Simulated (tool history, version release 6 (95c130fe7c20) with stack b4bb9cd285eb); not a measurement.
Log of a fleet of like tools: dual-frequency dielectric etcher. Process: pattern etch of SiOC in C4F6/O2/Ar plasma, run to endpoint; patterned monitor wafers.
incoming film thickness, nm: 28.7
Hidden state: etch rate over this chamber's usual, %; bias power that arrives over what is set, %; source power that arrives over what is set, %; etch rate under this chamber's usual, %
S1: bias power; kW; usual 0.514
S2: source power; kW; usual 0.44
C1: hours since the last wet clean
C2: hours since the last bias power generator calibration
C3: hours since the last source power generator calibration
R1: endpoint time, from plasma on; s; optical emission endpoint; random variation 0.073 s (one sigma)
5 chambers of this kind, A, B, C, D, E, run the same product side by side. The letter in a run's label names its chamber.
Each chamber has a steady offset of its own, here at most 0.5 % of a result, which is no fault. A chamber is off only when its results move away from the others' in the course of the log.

run	hour	S1	S2	C1	C2	C3	R1
1D	6.9	0.514	0.44	101	343.1	3767	9.2853
2C	11.9	0.514	0.44	433.3	5039.3	427.5	9.2665
3B	18.7	0.514	0.44	315.3	1175.6	2738.4	9.2064
4E	22.8	0.514	0.44	210.9	1199.5	977.8	9.3576
5A	30.3	0.514	0.44	403.5	2012.3	745	9.1591
6E	36.7	0.514	0.44	224.8	1213.4	991.7	9.2833
7D	41.4	0.389	0.34	135.5	377.6	3801.5	11.346
8C	46.7	0.389	0.34	468.1	5074.1	462.3	11.187
9A	54.5	0.389	0.34	427.7	2036.5	769.2	11.251
10B	59.1	0.389	0.34	355.7	1216	2778.8	11.183
11A	63.7	0.389	0.34	436.9	2045.7	778.4	11.072
12B	67.8	0.627	0.5	364.4	1224.7	2787.5	8.0686
13D	73.9	0.627	0.5	168	410.1	3834	8.2269
14C	80	0.627	0.5	501.4	5107.4	495.6	8.1639
15E	83.5	0.627	0.5	271.6	1260.2	1038.5	8.1771
16C	89.5	0.627	0.5	510.9	5116.9	505.1	8.1831
17E	93.1	0.514	0.44	281.2	1269.8	1048.1	9.2274
18D	96.6	0.514	0.44	190.7	432.8	3856.7	9.2599
19B	101.5	0.514	0.44	398.1	1258.4	2821.2	9.2485
20A	106.9	0.514	0.44	480.1	2088.9	821.6	9.3214
21E	110.9	0.514	0.44	299	1287.6	1065.9	9.2798
22C	115	0.514	0.44	536.4	5142.4	530.6	9.3142
23D	120.8	0.567	0.44	214.9	457	3880.9	8.9337
24B	125.3	0.567	0.44	421.9	1282.2	2845	9.0358
25A	132.7	0.567	0.44	505.9	2114.7	847.4	8.866
26B	136.9	0.567	0.44	433.5	1293.8	2856.6	9.0292
27A	141.1	0.567	0.44	514.3	2123.1	855.8	8.8907
28D	146.9	0.639	0.44	241	483.1	3907	8.5308
29E	154.6	0.639	0.44	342.7	1331.3	1109.6	8.5717
30C	161.6	0.639	0.44	583	5189	577.2	8.4902
31E	165.1	0.639	0.44	353.2	1341.8	1120.1	8.5389
32A	170.4	0.639	0.44	543.6	2152.4	885.1	8.4794
# hour 174.4: chamber C: wet clean of the chamber
33D	175.9	0.514	0.44	270	512.1	3936	9.2108
34B	179.9	0.445	0.39	476.5	1336.8	2899.6	10.605
35C	187.8	0.445	0.39	13.4	5215.2	603.4	10.165
36B	194.5	0.445	0.39	491.1	1351.4	2914.2	10.441
37E	200	0.445	0.39	388.1	1376.7	1155	10.243
38A	206.9	0.445	0.39	580.1	2188.9	921.6	10.066
39C	214.1	0.514	0.44	39.7	5241.5	629.7	9.188

Next, every chamber runs the same settings. What will each give?
40A	219.8	0.514	0.44				?
40B	219.8	0.514	0.44				?
40C	219.8	0.514	0.44				?
40D	219.8	0.514	0.44				?
40E	219.8	0.514	0.44				?

run	R1
40A	9.261
40B	9.6858
40C	9.1224
40D	9.2671
40E	9.3407

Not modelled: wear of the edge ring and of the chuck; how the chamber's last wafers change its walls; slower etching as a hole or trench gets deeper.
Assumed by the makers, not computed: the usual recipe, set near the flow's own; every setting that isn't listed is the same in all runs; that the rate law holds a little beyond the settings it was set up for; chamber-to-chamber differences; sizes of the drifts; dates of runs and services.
